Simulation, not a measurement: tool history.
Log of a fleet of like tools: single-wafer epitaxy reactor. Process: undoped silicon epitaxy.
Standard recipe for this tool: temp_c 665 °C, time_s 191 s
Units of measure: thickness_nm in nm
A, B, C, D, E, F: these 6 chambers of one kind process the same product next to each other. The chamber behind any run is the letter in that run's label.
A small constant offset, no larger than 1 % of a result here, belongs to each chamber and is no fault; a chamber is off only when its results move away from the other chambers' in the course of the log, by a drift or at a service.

run,hour,temp_c,time_s,hours since the last pyrometer calibration,"read-back reference wafer on the same gauge, thickness_nm",thickness_nm
1E,5.1,665,191,1016.4,38.904,44.106
2B,11.1,665,191,431.7,38.902,44.034
3F,14.0,665,191,1139.9,38.897,44.307
4D,17.9,665,191,1077.7,38.918,43.906
5A,22.7,665,191,1400.3,38.890,44.441
6C,28.0,665,191,74.5,38.899,44.189
7A,32.0,665,191,1409.6,38.899,44.405
8C,37.5,654,170,84.0,38.910,31.265
9E,41.2,654,170,1052.5,38.884,30.941
10B,45.2,654,170,465.8,38.890,30.893
11F,50.2,654,170,1176.1,38.883,31.092
12D,56.9,654,170,1116.7,38.921,31.087
13F,60.7,654,170,1186.6,38.900,31.114
14B,64.9,665,191,485.5,38.905,44.069
15A,68.8,665,191,1446.4,38.894,44.461
16E,73.8,670,191,1085.1,38.890,48.755
17D,77.4,670,191,1137.2,38.910,48.623
18C,83.9,670,191,130.4,38.884,49.226
19A,89.7,670,191,1467.3,38.895,49.550
20D,93.7,670,191,1153.5,38.909,48.683
21E,100.2,670,191,1111.5,38.901,48.795
22B,105.5,665,191,526.1,38.898,43.977
23C,109.1,665,191,155.6,38.915,44.216
# hour 111.7: chamber A: pyrometer calibrated
24F,114.1,665,191,1240.0,38.903,44.337
25A,117.7,660,191,6.1,38.894,40.352
26C,121.1,660,191,167.6,38.889,39.825
27B,124.1,660,191,544.7,38.899,39.622
28F,130.0,660,191,1255.9,38.901,40.012
29D,133.4,660,191,1193.2,38.889,39.601
30E,139.6,660,191,1150.9,38.884,39.477
31E,145.7,665,191,1157.0,38.915,44.179
32D,149.0,665,191,1208.8,38.890,43.983
33F,154.5,665,191,1280.4,38.906,44.322
34B,158.5,665,156,579.1,38.892,36.072
35A,163.1,665,156,51.5,38.918,36.591
36C,169.4,665,156,215.9,38.900,36.209
37B,174.6,665,156,595.2,38.896,36.142
38D,180.5,665,156,1240.3,38.908,35.850
39A,186.9,665,156,75.3,38.881,36.879

Read the log: is a single chamber off, either drifting away or since a service, is the gauge that measures every chamber drifting, or is nothing wrong beyond small per-chamber offsets? Name any odd chamber and what most likely caused it.

A service on chamber A put it out of line with the rest.
Likeliest cause: wafer temperature above the value expected at the setpoint (K) = 0.516.

Chamber A could run next with any of the 4 candidate recipes listed below; each alters the usual settings, and their results appear as question marks. Which one brings its results back in line with what the other chambers deliver on the usual settings?
In line means no further than this from the other chambers' mean on the usual settings: thickness_nm 0.350 nm
40A-1,191.7,665,192,,,?
40A-2,191.7,665,188,,,?
40A-3,191.7,665,190,,,?
40A-4,191.7,665,194,,,?

Other chambers, usual settings, mean: thickness_nm 44.108 nm
run,thickness_nm
40A-1,45.142
40A-2,44.201
40A-3,44.671
40A-4,45.612
Change 40A-2 lands the chamber within the allowed miss of the other chambers.
